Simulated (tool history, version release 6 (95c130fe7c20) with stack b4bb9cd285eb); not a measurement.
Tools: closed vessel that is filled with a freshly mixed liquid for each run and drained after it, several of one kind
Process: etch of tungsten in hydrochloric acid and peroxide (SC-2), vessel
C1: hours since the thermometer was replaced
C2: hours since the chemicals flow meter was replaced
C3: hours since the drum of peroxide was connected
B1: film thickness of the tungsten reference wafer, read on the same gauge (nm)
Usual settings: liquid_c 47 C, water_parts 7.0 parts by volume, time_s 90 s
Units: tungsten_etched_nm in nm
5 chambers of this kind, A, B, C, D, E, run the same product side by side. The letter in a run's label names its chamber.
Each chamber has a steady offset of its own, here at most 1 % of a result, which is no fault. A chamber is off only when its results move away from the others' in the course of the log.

run 1A day=0.292 | liquid_c=47 water_parts=7.0 time_s=90 | C1=448.3 C2=865.3 C3=243.5 | B1=129.99 | tungsten_etched_nm=22.137
run 2E day=0.733 | liquid_c=47 water_parts=7.0 time_s=90 | C1=1063.3 C2=177.8 C3=350.7 | B1=129.99 | tungsten_etched_nm=21.633
run 3D day=1.133 | liquid_c=47 water_parts=7.0 time_s=90 | C1=572.6 C2=2365.6 C3=236.6 | B1=130.03 | tungsten_etched_nm=21.885
run 4C day=1.617 | liquid_c=47 water_parts=7.0 time_s=90 | C1=802.3 C2=130.2 C3=426.5 | B1=130.00 | tungsten_etched_nm=21.786
-- day=1.662 chamber A: chemicals flow meter replaced
run 5B day=2.183 | liquid_c=47 water_parts=7.0 time_s=90 | C1=254.4 C2=639.9 C3=492.8 | B1=129.99 | tungsten_etched_nm=21.764
run 6E day=2.629 | liquid_c=47 water_parts=7.0 time_s=90 | C1=1108.8 C2=223.3 C3=396.2 | B1=130.00 | tungsten_etched_nm=21.510
run 7B day=2.975 | liquid_c=47 water_parts=7.0 time_s=90 | C1=273.4 C2=658.9 C3=511.8 | B1=129.99 | tungsten_etched_nm=21.830
run 8D day=3.329 | liquid_c=47 water_parts=7.0 time_s=90 | C1=625.3 C2=2418.3 C3=289.3 | B1=130.00 | tungsten_etched_nm=21.981
run 9C day=3.696 | liquid_c=47 water_parts=7.0 time_s=55 | C1=852.2 C2=180.1 C3=476.4 | B1=130.01 | tungsten_etched_nm=13.160
run 10A day=4.129 | liquid_c=47 water_parts=7.0 time_s=55 | C1=540.4 C2=59.3 C3=335.6 | B1=130.00 | tungsten_etched_nm=13.459
-- day=4.396 chamber C: new drum of peroxide connected
run 11B day=4.550 | liquid_c=47 water_parts=7.0 time_s=55 | C1=311.2 C2=696.7 C3=549.6 | B1=130.02 | tungsten_etched_nm=13.322
run 12A day=4.800 | liquid_c=47 water_parts=7.0 time_s=55 | C1=556.5 C2=75.4 C3=351.7 | B1=130.00 | tungsten_etched_nm=13.404
run 13E day=5.196 | liquid_c=47 water_parts=7.0 time_s=55 | C1=1170.4 C2=284.9 C3=457.8 | B1=130.03 | tungsten_etched_nm=13.102
run 14D day=5.629 | liquid_c=47 water_parts=7.0 time_s=90 | C1=680.5 C2=2473.5 C3=344.5 | B1=130.01 | tungsten_etched_nm=22.113
run 15C day=5.888 | liquid_c=40 water_parts=8.5 time_s=90 | C1=904.8 C2=232.7 C3=35.9 | B1=130.01 | tungsten_etched_nm=11.198
run 16E day=6.321 | liquid_c=40 water_parts=8.5 time_s=90 | C1=1197.4 C2=311.9 C3=484.8 | B1=130.01 | tungsten_etched_nm=11.382
run 17A day=6.825 | liquid_c=40 water_parts=8.5 time_s=90 | C1=605.1 C2=124.0 C3=400.3 | B1=130.00 | tungsten_etched_nm=11.510
run 18B day=7.225 | liquid_c=40 water_parts=8.5 time_s=90 | C1=375.4 C2=760.9 C3=613.8 | B1=130.02 | tungsten_etched_nm=11.378
run 19D day=7.638 | liquid_c=40 water_parts=8.5 time_s=90 | C1=728.7 C2=2521.7 C3=392.7 | B1=129.99 | tungsten_etched_nm=11.556
run 20C day=8.125 | liquid_c=47 water_parts=7.0 time_s=90 | C1=958.5 C2=286.4 C3=89.6 | B1=130.00 | tungsten_etched_nm=20.886
run 21A day=8.521 | liquid_c=47 water_parts=7.0 time_s=90 | C1=645.8 C2=164.7 C3=441.0 | B1=130.03 | tungsten_etched_nm=22.019
run 22C day=8.812 | liquid_c=47 water_parts=7.0 time_s=90 | C1=975.0 C2=302.9 C3=106.1 | B1=130.02 | tungsten_etched_nm=20.676
run 23D day=9.312 | liquid_c=47 water_parts=7.0 time_s=90 | C1=768.9 C2=2561.9 C3=432.9 | B1=130.01 | tungsten_etched_nm=21.933
run 24E day=9.729 | liquid_c=47 water_parts=7.0 time_s=90 | C1=1279.2 C2=393.7 C3=566.6 | B1=130.01 | tungsten_etched_nm=21.802
run 25B day=10.300 | liquid_c=47 water_parts=7.0 time_s=90 | C1=449.2 C2=834.7 C3=687.6 | B1=130.00 | tungsten_etched_nm=21.980
run 26D day=10.633 | liquid_c=47 water_parts=7.0 time_s=90 | C1=800.6 C2=2593.6 C3=464.6 | B1=129.98 | tungsten_etched_nm=22.207
run 27B day=11.050 | liquid_c=47 water_parts=7.0 time_s=90 | C1=467.2 C2=852.7 C3=705.6 | B1=129.99 | tungsten_etched_nm=21.870
-- day=11.412 chamber D: chemicals flow meter replaced
run 28E day=11.554 | liquid_c=47 water_parts=7.0 time_s=90 | C1=1323.0 C2=437.5 C3=610.4 | B1=130.01 | tungsten_etched_nm=21.779
run 29A day=12.050 | liquid_c=47 water_parts=5.5 time_s=65 | C1=730.5 C2=249.4 C3=525.7 | B1=130.00 | tungsten_etched_nm=18.854
run 30C day=12.525 | liquid_c=47 water_parts=5.5 time_s=65 | C1=1064.1 C2=392.0 C3=195.2 | B1=130.01 | tungsten_etched_nm=17.287
-- day=12.971 chamber D: new drum of peroxide connected
run 31D day=13.083 | liquid_c=47 water_parts=5.5 time_s=65 | C1=859.4 C2=40.1 C3=2.8 | B1=129.99 | tungsten_etched_nm=19.009
run 32B day=13.417 | liquid_c=47 water_parts=5.5 time_s=65 | C1=524.0 C2=909.5 C3=762.4 | B1=130.02 | tungsten_etched_nm=18.922
run 33C day=13.883 | liquid_c=47 water_parts=5.5 time_s=65 | C1=1096.7 C2=424.6 C3=227.8 | B1=130.00 | tungsten_etched_nm=17.201
run 34E day=14.225 | liquid_c=47 water_parts=7.0 time_s=90 | C1=1387.1 C2=501.6 C3=674.5 | B1=130.00 | tungsten_etched_nm=21.730
run 35A day=14.558 | liquid_c=47 water_parts=7.0 time_s=90 | C1=790.7 C2=309.6 C3=585.9 | B1=129.99 | tungsten_etched_nm=21.924
run 36E day=14.829 | liquid_c=47 water_parts=5.0 time_s=55 | C1=1401.6 C2=516.1 C3=689.0 | B1=130.01 | tungsten_etched_nm=17.037
run 37A day=15.229 | liquid_c=47 water_parts=5.0 time_s=55 | C1=806.8 C2=325.7 C3=602.0 | B1=130.00 | tungsten_etched_nm=17.259
run 38C day=15.654 | liquid_c=47 water_parts=5.0 time_s=55 | C1=1139.2 C2=467.1 C3=270.3 | B1=130.01 | tungsten_etched_nm=15.074

Next, every chamber runs the same settings. What will each give?
run 39A day=16.058 | liquid_c=40 water_parts=7.0 time_s=90 | tungsten_etched_nm=?
run 39B day=16.058 | liquid_c=40 water_parts=7.0 time_s=90 | tungsten_etched_nm=?
run 39C day=16.058 | liquid_c=40 water_parts=7.0 time_s=90 | tungsten_etched_nm=?
run 39D day=16.058 | liquid_c=40 water_parts=7.0 time_s=90 | tungsten_etched_nm=?
run 39E day=16.058 | liquid_c=40 water_parts=7.0 time_s=90 | tungsten_etched_nm=?

run=39A tungsten_etched_nm=13.465
run=39B tungsten_etched_nm=13.356
run=39C tungsten_etched_nm=11.936
run=39D tungsten_etched_nm=13.567
run=39E tungsten_etched_nm=13.248
